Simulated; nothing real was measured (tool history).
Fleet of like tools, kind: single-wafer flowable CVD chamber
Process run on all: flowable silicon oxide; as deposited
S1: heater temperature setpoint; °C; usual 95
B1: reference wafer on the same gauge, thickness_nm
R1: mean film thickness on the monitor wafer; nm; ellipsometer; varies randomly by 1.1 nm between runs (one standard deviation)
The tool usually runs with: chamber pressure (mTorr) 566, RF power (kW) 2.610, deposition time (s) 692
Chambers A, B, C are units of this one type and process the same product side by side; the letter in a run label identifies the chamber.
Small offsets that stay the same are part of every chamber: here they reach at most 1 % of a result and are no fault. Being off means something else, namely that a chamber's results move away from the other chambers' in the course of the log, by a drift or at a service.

{"run": "1B", "hour": 11.7, "S1": 95, "chamber pressure (mTorr)": 566, "RF power (kW)": 2.61, "deposition time (s)": 692, "B1": 329.9, "R1": 323.58}
{"run": "2C", "hour": 23.2, "S1": 95, "chamber pressure (mTorr)": 566, "RF power (kW)": 2.61, "deposition time (s)": 692, "B1": 330.15, "R1": 322.82}
{"run": "3A", "hour": 31.4, "S1": 95, "chamber pressure (mTorr)": 566, "RF power (kW)": 2.61, "deposition time (s)": 692, "B1": 330.22, "R1": 324.56}
{"run": "4C", "hour": 43.7, "S1": 95, "chamber pressure (mTorr)": 566, "RF power (kW)": 2.61, "deposition time (s)": 692, "B1": 330.05, "R1": 318.16}
{"run": "5B", "hour": 52.1, "S1": 95, "chamber pressure (mTorr)": 566, "RF power (kW)": 2.61, "deposition time (s)": 628, "B1": 329.91, "R1": 289.93}
{"run": "6A", "hour": 65.7, "S1": 95, "chamber pressure (mTorr)": 566, "RF power (kW)": 2.61, "deposition time (s)": 628, "B1": 330.3, "R1": 292.83}
{"run": "7B", "hour": 74.7, "S1": 95, "chamber pressure (mTorr)": 566, "RF power (kW)": 2.61, "deposition time (s)": 628, "B1": 330.22, "R1": 291.95}
{"run": "8C", "hour": 87.2, "S1": 95, "chamber pressure (mTorr)": 566, "RF power (kW)": 2.61, "deposition time (s)": 692, "B1": 329.98, "R1": 320.57}
{"run": "9A", "hour": 99.7, "S1": 87, "chamber pressure (mTorr)": 566, "RF power (kW)": 3.005, "deposition time (s)": 692, "B1": 329.8, "R1": 425.08}
{"run": "10C", "hour": 109.2, "S1": 87, "chamber pressure (mTorr)": 566, "RF power (kW)": 3.005, "deposition time (s)": 692, "B1": 330.11, "R1": 415.77}
{"run": "11B", "hour": 122.6, "S1": 87, "chamber pressure (mTorr)": 566, "RF power (kW)": 3.005, "deposition time (s)": 692, "B1": 329.96, "R1": 418.38}
{"run": "12A", "hour": 129.8, "S1": 95, "chamber pressure (mTorr)": 566, "RF power (kW)": 2.61, "deposition time (s)": 692, "B1": 329.87, "R1": 323.78}
{"run": "13C", "hour": 144.5, "S1": 95, "chamber pressure (mTorr)": 566, "RF power (kW)": 2.61, "deposition time (s)": 692, "B1": 330.04, "R1": 321.58}
{"run": "14A", "hour": 156.1, "S1": 95, "chamber pressure (mTorr)": 566, "RF power (kW)": 2.61, "deposition time (s)": 692, "B1": 329.81, "R1": 325.38}
{"run": "15B", "hour": 167.2, "S1": 95, "chamber pressure (mTorr)": 566, "RF power (kW)": 2.61, "deposition time (s)": 692, "B1": 329.87, "R1": 321.14}
{"hour": 172.4, "done": "chamber A: thermocouple changed; heater temperature recalibrated"}
{"run": "16B", "hour": 176.4, "S1": 95, "chamber pressure (mTorr)": 566, "RF power (kW)": 2.61, "deposition time (s)": 692, "B1": 330.22, "R1": 321.71}
{"run": "17A", "hour": 185.4, "S1": 95, "chamber pressure (mTorr)": 566, "RF power (kW)": 2.61, "deposition time (s)": 692, "B1": 330.05, "R1": 335.73}
{"run": "18C", "hour": 200.3, "S1": 95, "chamber pressure (mTorr)": 566, "RF power (kW)": 2.61, "deposition time (s)": 692, "B1": 330.13, "R1": 319.9}
{"run": "19A", "hour": 210.4, "S1": 95, "chamber pressure (mTorr)": 566, "RF power (kW)": 2.61, "deposition time (s)": 692, "B1": 329.98, "R1": 335.52}
{"run": "20C", "hour": 217.7, "S1": 95, "chamber pressure (mTorr)": 566, "RF power (kW)": 2.61, "deposition time (s)": 692, "B1": 330.07, "R1": 321.65}
{"run": "21B", "hour": 226.1, "S1": 95, "chamber pressure (mTorr)": 566, "RF power (kW)": 2.61, "deposition time (s)": 692, "B1": 329.8, "R1": 320.23}
{"run": "22C", "hour": 239.4, "S1": 95, "chamber pressure (mTorr)": 566, "RF power (kW)": 2.61, "deposition time (s)": 692, "B1": 330.43, "R1": 321.69}
{"run": "23A", "hour": 250.5, "S1": 95, "chamber pressure (mTorr)": 566, "RF power (kW)": 2.61, "deposition time (s)": 692, "B1": 329.77, "R1": 336.75}
{"hour": 259.3, "done": "chamber B: RF generator calibrated"}
{"run": "24B", "hour": 262.1, "S1": 95, "chamber pressure (mTorr)": 566, "RF power (kW)": 2.61, "deposition time (s)": 692, "B1": 329.73, "R1": 320.83}
{"run": "25B", "hour": 276.4, "S1": 95, "chamber pressure (mTorr)": 566, "RF power (kW)": 2.61, "deposition time (s)": 692, "B1": 330.08, "R1": 321.8}
{"run": "26C", "hour": 286.1, "S1": 95, "chamber pressure (mTorr)": 566, "RF power (kW)": 2.61, "deposition time (s)": 692, "B1": 330.07, "R1": 320.76}
{"run": "27A", "hour": 297.5, "S1": 95, "chamber pressure (mTorr)": 566, "RF power (kW)": 2.61, "deposition time (s)": 692, "B1": 330.07, "R1": 333.9}
{"run": "28C", "hour": 311.5, "S1": 95, "chamber pressure (mTorr)": 566, "RF power (kW)": 2.61, "deposition time (s)": 692, "B1": 329.85, "R1": 319.78}
{"run": "29A", "hour": 325.6, "S1": 95, "chamber pressure (mTorr)": 566, "RF power (kW)": 2.61, "deposition time (s)": 692, "B1": 329.67, "R1": 337.95}
{"run": "30B", "hour": 340.4, "S1": 95, "chamber pressure (mTorr)": 566, "RF power (kW)": 2.61, "deposition time (s)": 692, "B1": 330.02, "R1": 321.28}
{"run": "31B", "hour": 352.4, "S1": 95, "chamber pressure (mTorr)": 566, "RF power (kW)": 2.165, "deposition time (s)": 763, "B1": 330.14, "R1": 344.58}
{"run": "32C", "hour": 364.4, "S1": 95, "chamber pressure (mTorr)": 566, "RF power (kW)": 2.165, "deposition time (s)": 763, "B1": 329.59, "R1": 344.12}
{"run": "33A", "hour": 378.0, "S1": 95, "chamber pressure (mTorr)": 566, "RF power (kW)": 2.165, "deposition time (s)": 763, "B1": 329.92, "R1": 359.22}
{"run": "34B", "hour": 386.2, "S1": 95, "chamber pressure (mTorr)": 566, "RF power (kW)": 2.61, "deposition time (s)": 692, "B1": 330.07, "R1": 321.19}

For the next run the whole fleet of 3 chambers uses the same settings. Give each chamber's results:
{"run": "35A", "hour": 396.9, "S1": 90, "chamber pressure (mTorr)": 566, "RF power (kW)": 2.61, "deposition time (s)": 692, "R1": "?"}
{"run": "35B", "hour": 396.9, "S1": 90, "chamber pressure (mTorr)": 566, "RF power (kW)": 2.61, "deposition time (s)": 692, "R1": "?"}
{"run": "35C", "hour": 396.9, "S1": 90, "chamber pressure (mTorr)": 566, "RF power (kW)": 2.61, "deposition time (s)": 692, "R1": "?"}

run=35A R1=394.57
run=35B R1=379.76
run=35C R1=379.59
